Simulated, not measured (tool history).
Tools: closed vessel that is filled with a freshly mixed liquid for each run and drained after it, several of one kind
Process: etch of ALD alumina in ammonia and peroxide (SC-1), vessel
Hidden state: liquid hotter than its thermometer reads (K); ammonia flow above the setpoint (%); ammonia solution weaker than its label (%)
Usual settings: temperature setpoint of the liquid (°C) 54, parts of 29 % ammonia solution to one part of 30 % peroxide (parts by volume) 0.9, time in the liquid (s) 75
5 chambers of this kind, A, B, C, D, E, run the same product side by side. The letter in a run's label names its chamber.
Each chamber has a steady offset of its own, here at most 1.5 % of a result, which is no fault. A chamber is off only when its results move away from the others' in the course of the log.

run   hour  temperature setpoint of the liquid (°C)  parts of 29 % ammonia solution to one part of 30 % peroxide (parts by volume)  time in the liquid (s)  hours since the thermometer was replaced  hours since the ammonia flow meter was replaced  hours since the drum of ammonia solution was connected  read-back film thickness of the ALD alumina reference wafer, read on the same gauge (nm)  thickness taken off the ALD alumina on a monitor wafer (nm)
 1A   11.7                                       54                                                                            0.9                      75                                    2463.7                                           1077.4                                                   200.7                                                                                    149.99                                                       4.8236
      16.4  -- chamber E: new drum of ammonia solution connected
 2E   19.9                                       54                                                                            0.9                      75                                     615.4                                            662.9                                                     3.6                                                                                    150.01                                                         4.84
 3D     29                                       54                                                                            0.9                      75                                       530                                            502.5                                                    94.2                                                                                    150.01                                                       4.8301
 4C   34.6                                       54                                                                            0.9                      75                                     208.3                                           1501.9                                                   236.6                                                                                    150.01                                                        4.769
 5B   43.4                                       54                                                                            0.9                      75                                     608.6                                           1780.7                                                   290.9                                                                                    150.03                                                        4.909
 6A   54.5                                       54                                                                            0.9                      75                                    2506.5                                           1120.2                                                   243.5                                                                                    150.01                                                       4.8043
 7D   62.6                                       54                                                                            0.9                      75                                     563.6                                            536.1                                                   127.8                                                                                    149.98                                                         4.81
      65.6  -- chamber A: ammonia flow meter replaced
 8B   74.3                                       54                                                                            0.9                      75                                     639.5                                           1811.6                                                   321.8                                                                                    150.02                                                       4.8481
 9C   82.1                                       54                                                                           1.15                     115                                     255.8                                           1549.4                                                   284.1                                                                                    150.01                                                       7.4714
10E   88.8                                       54                                                                           1.15                     115                                     684.3                                            731.8                                                    72.5                                                                                    150.03                                                       7.5841
11E     99                                       54                                                                           1.15                     115                                     694.5                                              742                                                    82.7                                                                                    150.05                                                        7.555
12C  107.4                                       54                                                                           1.15                     115                                     281.1                                           1574.7                                                   309.4                                                                                    150.04                                                       7.3948
13B  117.4                                       54                                                                           1.15                     115                                     682.6                                           1854.7                                                   364.9                                                                                    150.01                                                       7.6401
14D  127.3                                       54                                                                            0.9                      75                                     628.3                                            600.8                                                   192.5                                                                                       150                                                       4.8101
15A  136.4                                       54                                                                            0.9                      75                                    2588.4                                             70.8                                                   325.4                                                                                    150.01                                                       4.7424
16B  147.9                                       54                                                                            0.9                      75                                     713.1                                           1885.2                                                   395.4                                                                                    150.01                                                       4.8776
17C  153.5                                       54                                                                            0.9                      75                                     327.2                                           1620.8                                                   355.5                                                                                    149.98                                                        4.732
     164.7  -- chamber B: new drum of ammonia solution connected
18E  165.1                                       54                                                                            0.9                      75                                     760.6                                            808.1                                                   148.8                                                                                    150.01                                                       4.8114
19D  176.3                                       49                                                                            0.9                      75                                     677.3                                            649.8                                                   241.5                                                                                       150                                                       3.6431
20A  185.1                                       49                                                                            0.9                      75                                    2637.1                                            119.5                                                   374.1                                                                                    149.96                                                       3.6879
21E  191.1                                       49                                                                            0.9                      75                                     786.6                                            834.1                                                   174.8                                                                                    149.96                                                       3.7288
     193.1  -- chamber D: thermometer replaced
22B  198.4                                       49                                                                            0.9                      75                                     763.6                                           1935.7                                                    33.8                                                                                    150.03                                                       3.8066
23C  208.5                                       49                                                                            0.9                      75                                     382.2                                           1675.8                                                   410.5                                                                                    150.02                                                       3.6551
24A  218.8                                       54                                                                            0.9                      75                                    2670.8                                            153.2                                                   407.8                                                                                    149.99                                                       4.8242
25D  228.2                                       54                                                                            0.9                      75                                      35.2                                            701.7                                                   293.4                                                                                    150.03                                                       4.8305
26D  240.6                                       54                                                                            0.9                      75                                      47.6                                            714.1                                                   305.8                                                                                    150.01                                                       4.8567
27C  251.3                                       46                                                                            0.6                      75                                       425                                           1718.6                                                   453.3                                                                                    150.02                                                       2.9565
28A  258.1                                       46                                                                            0.6                      75                                    2710.1                                            192.5                                                   447.1                                                                                    149.99                                                       3.0271
29B  267.9                                       46                                                                            0.6                      75                                     833.1                                           2005.2                                                   103.3                                                                                    150.02                                                       3.1224
30E  277.6                                       46                                                                            0.6                      75                                     873.1                                            920.6                                                   261.3                                                                                       150                                                       2.9555
     278.9  -- chamber E: ammonia flow meter replaced
     287.1  -- chamber A: thermometer replaced
31E  287.8                                       46                                                                            0.6                      75                                     883.3                                                9                                                   271.5                                                                                       150                                                       2.9729
32D  297.2                                       54                                                                            1.2                      75                                     104.2                                            770.7                                                   362.4                                                                                    150.01                                                       4.9091
33B  304.4                                       54                                                                            1.2                      75                                     869.6                                           2041.7                                                   139.8                                                                                    150.01                                                       5.2624
34A  315.5                                       54                                                                            1.2                      75                                      28.5                                            249.9                                                   504.5                                                                                    150.01                                                       4.9219
     318.9  -- chamber B: ammonia flow meter replaced
35C    327                                       54                                                                            1.2                      75                                     500.7                                           1794.3                                                     529                                                                                    150.05                                                       4.9138
36D  335.3                                       54                                                                            1.2                      75                                     142.3                                            808.8                                                   400.5                                                                                    149.96                                                       4.9557
37B  341.4                                       54                                                                            0.9                      75                                     906.6                                             22.5                                                   176.8                                                                                    149.98                                                       4.9805
     345.5  -- chamber E: thermometer replaced
     345.9  -- chamber A: new drum of ammonia solution connected
38E  348.7                                       54                                                                            0.9                      75                                       3.2                                             69.9                                                   332.4                                                                                    149.98                                                       4.8524
39C  355.8                                       54                                                                            0.9                      75                                     529.5                                           1823.1                                                   557.8                                                                                    150.01                                                       4.8418
40A  361.4                                       54                                                                            0.9                      75                                      74.4                                            295.8                                                    15.6                                                                                       150                                                       4.7992

Next, every chamber runs the same settings. What will each give?
41A  370.5                                       54                                                                            0.9                      75                                                                                                                                                                                                                                                                                                         ?
41B  370.5                                       54                                                                            0.9                      75                                                                                                                                                                                                                                                                                                         ?
41C  370.5                                       54                                                                            0.9                      75                                                                                                                                                                                                                                                                                                         ?
41D  370.5                                       54                                                                            0.9                      75                                                                                                                                                                                                                                                                                                         ?
41E  370.5                                       54                                                                            0.9                      75                                                                                                                                                                                                                                                                                                         ?

run  thickness taken off the ALD alumina on a monitor wafer (nm)
41A                                                       4.7962
41B                                                        5.076
41C                                                       4.7657
41D                                                       4.8245
41E                                                       4.7767
